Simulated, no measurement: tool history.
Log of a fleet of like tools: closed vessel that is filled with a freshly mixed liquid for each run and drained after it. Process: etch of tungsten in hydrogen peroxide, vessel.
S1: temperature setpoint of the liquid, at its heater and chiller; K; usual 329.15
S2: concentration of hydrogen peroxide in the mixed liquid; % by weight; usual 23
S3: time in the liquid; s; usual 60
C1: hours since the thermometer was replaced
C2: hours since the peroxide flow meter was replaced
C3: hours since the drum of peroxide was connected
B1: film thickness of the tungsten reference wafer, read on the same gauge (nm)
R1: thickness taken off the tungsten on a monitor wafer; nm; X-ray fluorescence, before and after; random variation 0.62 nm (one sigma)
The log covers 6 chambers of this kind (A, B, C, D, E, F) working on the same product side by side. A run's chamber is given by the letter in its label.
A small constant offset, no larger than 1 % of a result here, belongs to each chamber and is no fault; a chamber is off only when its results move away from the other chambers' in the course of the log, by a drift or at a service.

run,day,S1,S2,S3,C1,C2,C3,B1,R1
1E,0.479,329.15,23,60,1093.6,326,603.2,60.028,78.069
2F,0.721,329.15,23,60,485.7,2130.7,102.1,59.966,78.135
3C,1.204,329.15,23,60,1056.8,1015.2,301,60.038,79.369
4A,1.446,329.15,23,60,2243.9,504.2,898.8,60.004,78.192
5B,1.808,329.15,23,60,86.5,1891.5,145,60.01,78.996
6D,2.242,329.15,23,60,605.4,1187.8,923.9,59.986,78.907
7B,2.754,329.15,23,60,109.2,1914.2,167.7,60.007,78.449
# day 3.071: chamber D: new drum of peroxide connected
8F,3.171,329.15,19,60,544.5,2189.5,160.9,59.974,71.817
9A,3.625,329.15,19,60,2296.2,556.5,951.1,60.02,69.735
10C,3.95,329.15,19,60,1122.7,1081.1,366.9,59.978,72.526
11D,4.3,329.15,19,60,654.8,1237.2,29.6,60.005,70.89
12E,4.675,329.15,19,60,1194.3,426.7,703.9,59.996,71.312
13F,4.904,329.15,19,60,586.1,2231.1,202.5,59.997,71.174
14D,5.204,329.15,23,60,676.5,1258.9,51.3,60.008,79.219
15C,5.583,329.15,23,60,1161.9,1120.3,406.1,60.03,78.902
16B,5.904,329.15,23,60,184.8,1989.8,243.3,59.96,79.252
17E,6.262,329.15,23,60,1232.4,464.8,742,60.041,77.514
18A,6.567,329.15,23,60,2366.8,627.1,1021.7,59.976,77.438
19C,6.871,329.15,23,60,1192.8,1151.2,437,60.018,79.146
20E,7.208,329.15,23,60,1255.1,487.5,764.7,60.019,75.52
21F,7.571,329.15,23,60,650.1,2295.1,266.5,60.008,78.74
# day 7.683: chamber F: new drum of peroxide connected
22D,7.975,329.15,23,60,743,1325.4,117.8,59.999,78.79
23B,8.396,329.15,23,60,244.6,2049.6,303.1,59.983,79.115
24A,8.754,329.15,23,60,2419.3,679.6,1074.2,60.013,77.909
25D,8.992,329.15,23,60,767.4,1349.8,142.2,60.006,77.387
26B,9.471,329.15,23,60,270.4,2075.4,328.9,59.977,78.094
27C,9.8,329.15,23,60,1263.1,1221.5,507.3,59.988,78.766
28F,10.217,329.15,23,60,713.6,2358.6,60.9,59.984,79.033
29E,10.454,329.15,23,60,1333,565.4,842.6,60.034,73.667
30A,10.892,329.15,23,60,2470.6,730.9,1125.5,60.02,76.776
31F,11.388,325.15,23,60,741.7,2386.7,89,60.01,61.966
32C,11.767,325.15,23,60,1310.3,1268.7,554.5,60.027,62.348
33D,12,325.15,23,60,839.6,1422,214.4,60.004,61.859
34A,12.512,325.15,23,60,2509.5,769.8,1164.4,60.02,60.938
35B,12.754,325.15,23,60,349.2,2154.2,407.7,59.969,61.664
36E,13.071,325.15,23,60,1395.8,628.2,905.4,60.015,55.933
37B,13.3,329.15,17.5,60,362.3,2167.3,420.8,60.002,67.03
# day 13.438: chamber A: thermometer replaced
38F,13.692,329.15,17.5,60,797,2442,144.3,59.954,67.88
39E,14.108,329.15,17.5,60,1420.7,653.1,930.3,60.035,62.707
40C,14.371,329.15,17.5,60,1372.8,1331.2,617,60.007,69.194
41D,14.65,329.15,17.5,60,903.2,1485.6,278,60.03,67.732
# day 14.904: chamber A: peroxide flow meter replaced
42A,15.062,329.15,17.5,60,39,3.9,1225.6,59.973,67.606
43C,15.425,329.15,23,60,1398.1,1356.5,642.3,59.991,78.66

For the next run the whole fleet of 6 chambers uses the same settings. Give each chamber's results:
44A,15.8,338.65,23,60,,,,,?
44B,15.8,338.65,23,60,,,,,?
44C,15.8,338.65,23,60,,,,,?
44D,15.8,338.65,23,60,,,,,?
44E,15.8,338.65,23,60,,,,,?
44F,15.8,338.65,23,60,,,,,?

run,R1
44A,132.99
44B,133.94
44C,137
44D,136.73
44E,120.38
44F,135.53

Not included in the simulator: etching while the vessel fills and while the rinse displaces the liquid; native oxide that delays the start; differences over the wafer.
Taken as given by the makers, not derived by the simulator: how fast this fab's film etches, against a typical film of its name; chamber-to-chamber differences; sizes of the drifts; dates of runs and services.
